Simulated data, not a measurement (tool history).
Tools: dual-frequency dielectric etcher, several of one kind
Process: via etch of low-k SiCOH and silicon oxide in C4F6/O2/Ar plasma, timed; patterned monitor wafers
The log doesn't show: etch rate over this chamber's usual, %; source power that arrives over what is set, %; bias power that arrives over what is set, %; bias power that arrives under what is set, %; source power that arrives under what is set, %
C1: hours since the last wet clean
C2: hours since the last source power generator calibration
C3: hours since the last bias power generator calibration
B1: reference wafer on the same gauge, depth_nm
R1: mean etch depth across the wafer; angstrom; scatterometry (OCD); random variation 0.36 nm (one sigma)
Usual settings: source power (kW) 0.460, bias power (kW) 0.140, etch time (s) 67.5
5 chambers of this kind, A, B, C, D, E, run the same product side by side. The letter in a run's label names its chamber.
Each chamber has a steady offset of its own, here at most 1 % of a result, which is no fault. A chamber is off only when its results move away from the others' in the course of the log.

{"run": "1C", "hour": 6.5, "source power (kW)": 0.46, "bias power (kW)": 0.14, "etch time (s)": 67.5, "C1": 232.8, "C2": 1713.2, "C3": 1023.7, "B1": 182.0, "R1": 1710.9}
{"run": "2B", "hour": 13.9, "source power (kW)": 0.46, "bias power (kW)": 0.14, "etch time (s)": 67.5, "C1": 428.8, "C2": 2689.9, "C3": 2843.0, "B1": 182.03, "R1": 1720.5}
{"run": "3D", "hour": 18.9, "source power (kW)": 0.46, "bias power (kW)": 0.14, "etch time (s)": 67.5, "C1": 229.2, "C2": 1935.8, "C3": 872.9, "B1": 182.02, "R1": 1733.4}
{"run": "4A", "hour": 25.3, "source power (kW)": 0.46, "bias power (kW)": 0.14, "etch time (s)": 67.5, "C1": 320.6, "C2": 713.3, "C3": 3298.9, "B1": 181.95, "R1": 1733.3}
{"run": "5E", "hour": 30.4, "source power (kW)": 0.46, "bias power (kW)": 0.14, "etch time (s)": 67.5, "C1": 181.3, "C2": 1931.7, "C3": 393.0, "B1": 181.96, "R1": 1721.1}
{"run": "6D", "hour": 37.2, "source power (kW)": 0.46, "bias power (kW)": 0.14, "etch time (s)": 67.5, "C1": 247.5, "C2": 1954.1, "C3": 891.2, "B1": 181.98, "R1": 1727.8}
{"run": "7A", "hour": 43.1, "source power (kW)": 0.46, "bias power (kW)": 0.14, "etch time (s)": 67.5, "C1": 338.4, "C2": 731.1, "C3": 3316.7, "B1": 182.01, "R1": 1735.1}
{"hour": 46.5, "done": "chamber B: wet clean of the chamber"}
{"run": "8E", "hour": 49.8, "source power (kW)": 0.46, "bias power (kW)": 0.14, "etch time (s)": 67.5, "C1": 200.7, "C2": 1951.1, "C3": 412.4, "B1": 182.08, "R1": 1717.7}
{"run": "9C", "hour": 54.6, "source power (kW)": 0.46, "bias power (kW)": 0.14, "etch time (s)": 67.5, "C1": 280.9, "C2": 1761.3, "C3": 1071.8, "B1": 181.91, "R1": 1713.3}
{"run": "10B", "hour": 60.8, "source power (kW)": 0.46, "bias power (kW)": 0.14, "etch time (s)": 67.5, "C1": 14.3, "C2": 2736.8, "C3": 2889.9, "B1": 182.01, "R1": 1732.2}
{"run": "11E", "hour": 66.8, "source power (kW)": 0.46, "bias power (kW)": 0.14, "etch time (s)": 67.5, "C1": 217.7, "C2": 1968.1, "C3": 429.4, "B1": 181.99, "R1": 1719.9}
{"run": "12B", "hour": 73.7, "source power (kW)": 0.46, "bias power (kW)": 0.14, "etch time (s)": 67.5, "C1": 27.2, "C2": 2749.7, "C3": 2902.8, "B1": 181.92, "R1": 1724.2}
{"run": "13C", "hour": 81.0, "source power (kW)": 0.46, "bias power (kW)": 0.14, "etch time (s)": 67.5, "C1": 307.3, "C2": 1787.7, "C3": 1098.2, "B1": 181.97, "R1": 1709.1}
{"run": "14D", "hour": 86.7, "source power (kW)": 0.46, "bias power (kW)": 0.14, "etch time (s)": 67.5, "C1": 297.0, "C2": 2003.6, "C3": 940.7, "B1": 182.03, "R1": 1733.0}
{"run": "15A", "hour": 92.5, "source power (kW)": 0.46, "bias power (kW)": 0.14, "etch time (s)": 67.5, "C1": 387.8, "C2": 780.5, "C3": 3366.1, "B1": 182.06, "R1": 1730.2}
{"run": "16B", "hour": 96.6, "source power (kW)": 0.46, "bias power (kW)": 0.14, "etch time (s)": 67.5, "C1": 50.1, "C2": 2772.6, "C3": 2925.7, "B1": 181.98, "R1": 1725.3}
{"run": "17E", "hour": 101.6, "source power (kW)": 0.46, "bias power (kW)": 0.14, "etch time (s)": 67.5, "C1": 252.5, "C2": 2002.9, "C3": 464.2, "B1": 181.91, "R1": 1720.8}
{"run": "18C", "hour": 109.3, "source power (kW)": 0.46, "bias power (kW)": 0.117, "etch time (s)": 86.0, "C1": 335.6, "C2": 1816.0, "C3": 1126.5, "B1": 182.05, "R1": 2074.4}
{"run": "19D", "hour": 117.1, "source power (kW)": 0.46, "bias power (kW)": 0.117, "etch time (s)": 86.0, "C1": 327.4, "C2": 2034.0, "C3": 971.1, "B1": 182.0, "R1": 2105.0}
{"run": "20A", "hour": 123.6, "source power (kW)": 0.46, "bias power (kW)": 0.117, "etch time (s)": 86.0, "C1": 418.9, "C2": 811.6, "C3": 3397.2, "B1": 182.1, "R1": 2080.3}
{"run": "21E", "hour": 128.4, "source power (kW)": 0.46, "bias power (kW)": 0.117, "etch time (s)": 86.0, "C1": 279.3, "C2": 2029.7, "C3": 491.0, "B1": 181.94, "R1": 2075.6}
{"run": "22B", "hour": 132.4, "source power (kW)": 0.46, "bias power (kW)": 0.117, "etch time (s)": 86.0, "C1": 85.9, "C2": 2808.4, "C3": 2961.5, "B1": 181.97, "R1": 2091.9}
{"run": "23D", "hour": 136.3, "source power (kW)": 0.46, "bias power (kW)": 0.14, "etch time (s)": 67.5, "C1": 346.6, "C2": 2053.2, "C3": 990.3, "B1": 182.01, "R1": 1745.8}
{"run": "24A", "hour": 141.3, "source power (kW)": 0.46, "bias power (kW)": 0.14, "etch time (s)": 67.5, "C1": 436.6, "C2": 829.3, "C3": 3414.9, "B1": 182.0, "R1": 1728.2}
{"run": "25C", "hour": 145.3, "source power (kW)": 0.46, "bias power (kW)": 0.14, "etch time (s)": 67.5, "C1": 371.6, "C2": 1852.0, "C3": 1162.5, "B1": 181.91, "R1": 1709.0}
{"run": "26B", "hour": 149.6, "source power (kW)": 0.46, "bias power (kW)": 0.14, "etch time (s)": 67.5, "C1": 103.1, "C2": 2825.6, "C3": 2978.7, "B1": 182.08, "R1": 1717.3}
{"run": "27C", "hour": 157.3, "source power (kW)": 0.46, "bias power (kW)": 0.14, "etch time (s)": 67.5, "C1": 383.6, "C2": 1864.0, "C3": 1174.5, "B1": 182.01, "R1": 1711.8}
{"run": "28A", "hour": 161.6, "source power (kW)": 0.46, "bias power (kW)": 0.14, "etch time (s)": 67.5, "C1": 456.9, "C2": 849.6, "C3": 3435.2, "B1": 182.04, "R1": 1726.2}
{"run": "29D", "hour": 169.8, "source power (kW)": 0.46, "bias power (kW)": 0.14, "etch time (s)": 67.5, "C1": 380.1, "C2": 2086.7, "C3": 1023.8, "B1": 181.99, "R1": 1755.3}
{"run": "30E", "hour": 176.9, "source power (kW)": 0.46, "bias power (kW)": 0.14, "etch time (s)": 67.5, "C1": 327.8, "C2": 2078.2, "C3": 539.5, "B1": 182.05, "R1": 1721.4}
{"run": "31E", "hour": 184.6, "source power (kW)": 0.46, "bias power (kW)": 0.14, "etch time (s)": 67.5, "C1": 335.5, "C2": 2085.9, "C3": 547.2, "B1": 181.91, "R1": 1717.9}
{"run": "32C", "hour": 192.0, "source power (kW)": 0.46, "bias power (kW)": 0.14, "etch time (s)": 67.5, "C1": 418.3, "C2": 1898.7, "C3": 1209.2, "B1": 181.9, "R1": 1718.8}
{"run": "33B", "hour": 195.8, "source power (kW)": 0.46, "bias power (kW)": 0.14, "etch time (s)": 67.5, "C1": 149.3, "C2": 2871.8, "C3": 3024.9, "B1": 181.91, "R1": 1722.3}
{"run": "34D", "hour": 202.2, "source power (kW)": 0.46, "bias power (kW)": 0.14, "etch time (s)": 67.5, "C1": 412.5, "C2": 2119.1, "C3": 1056.2, "B1": 181.92, "R1": 1748.3}
{"run": "35A", "hour": 208.3, "source power (kW)": 0.46, "bias power (kW)": 0.14, "etch time (s)": 67.5, "C1": 503.6, "C2": 896.3, "C3": 3481.9, "B1": 182.06, "R1": 1732.4}
{"run": "36D", "hour": 211.9, "source power (kW)": 0.46, "bias power (kW)": 0.14, "etch time (s)": 67.5, "C1": 422.2, "C2": 2128.8, "C3": 1065.9, "B1": 181.95, "R1": 1757.5}
{"run": "37A", "hour": 219.3, "source power (kW)": 0.46, "bias power (kW)": 0.14, "etch time (s)": 67.5, "C1": 514.6, "C2": 907.3, "C3": 3492.9, "B1": 181.96, "R1": 1729.6}
{"run": "38B", "hour": 223.5, "source power (kW)": 0.46, "bias power (kW)": 0.14, "etch time (s)": 67.5, "C1": 177.0, "C2": 2899.5, "C3": 3052.6, "B1": 182.01, "R1": 1726.0}
{"run": "39C", "hour": 228.1, "source power (kW)": 0.46, "bias power (kW)": 0.14, "etch time (s)": 67.5, "C1": 454.4, "C2": 1934.8, "C3": 1245.3, "B1": 181.95, "R1": 1709.7}
{"run": "40E", "hour": 236.1, "source power (kW)": 0.46, "bias power (kW)": 0.14, "etch time (s)": 67.5, "C1": 387.0, "C2": 2137.4, "C3": 598.7, "B1": 181.98, "R1": 1715.8}
{"run": "41A", "hour": 239.9, "source power (kW)": 0.57, "bias power (kW)": 0.164, "etch time (s)": 67.5, "C1": 535.2, "C2": 927.9, "C3": 3513.5, "B1": 181.96, "R1": 1980.4}
{"run": "42D", "hour": 245.6, "source power (kW)": 0.57, "bias power (kW)": 0.164, "etch time (s)": 67.5, "C1": 455.9, "C2": 2162.5, "C3": 1099.6, "B1": 182.08, "R1": 2026.8}

Next, every chamber runs the same settings. What will each give?
{"run": "43A", "hour": 251.6, "source power (kW)": 0.46, "bias power (kW)": 0.14, "etch time (s)": 67.5, "R1": "?"}
{"run": "43B", "hour": 251.6, "source power (kW)": 0.46, "bias power (kW)": 0.14, "etch time (s)": 67.5, "R1": "?"}
{"run": "43C", "hour": 251.6, "source power (kW)": 0.46, "bias power (kW)": 0.14, "etch time (s)": 67.5, "R1": "?"}
{"run": "43D", "hour": 251.6, "source power (kW)": 0.46, "bias power (kW)": 0.14, "etch time (s)": 67.5, "R1": "?"}
{"run": "43E", "hour": 251.6, "source power (kW)": 0.46, "bias power (kW)": 0.14, "etch time (s)": 67.5, "R1": "?"}

run=43A R1=1728.8
run=43B R1=1724.5
run=43C R1=1713.9
run=43D R1=1773.9
run=43E R1=1722.1

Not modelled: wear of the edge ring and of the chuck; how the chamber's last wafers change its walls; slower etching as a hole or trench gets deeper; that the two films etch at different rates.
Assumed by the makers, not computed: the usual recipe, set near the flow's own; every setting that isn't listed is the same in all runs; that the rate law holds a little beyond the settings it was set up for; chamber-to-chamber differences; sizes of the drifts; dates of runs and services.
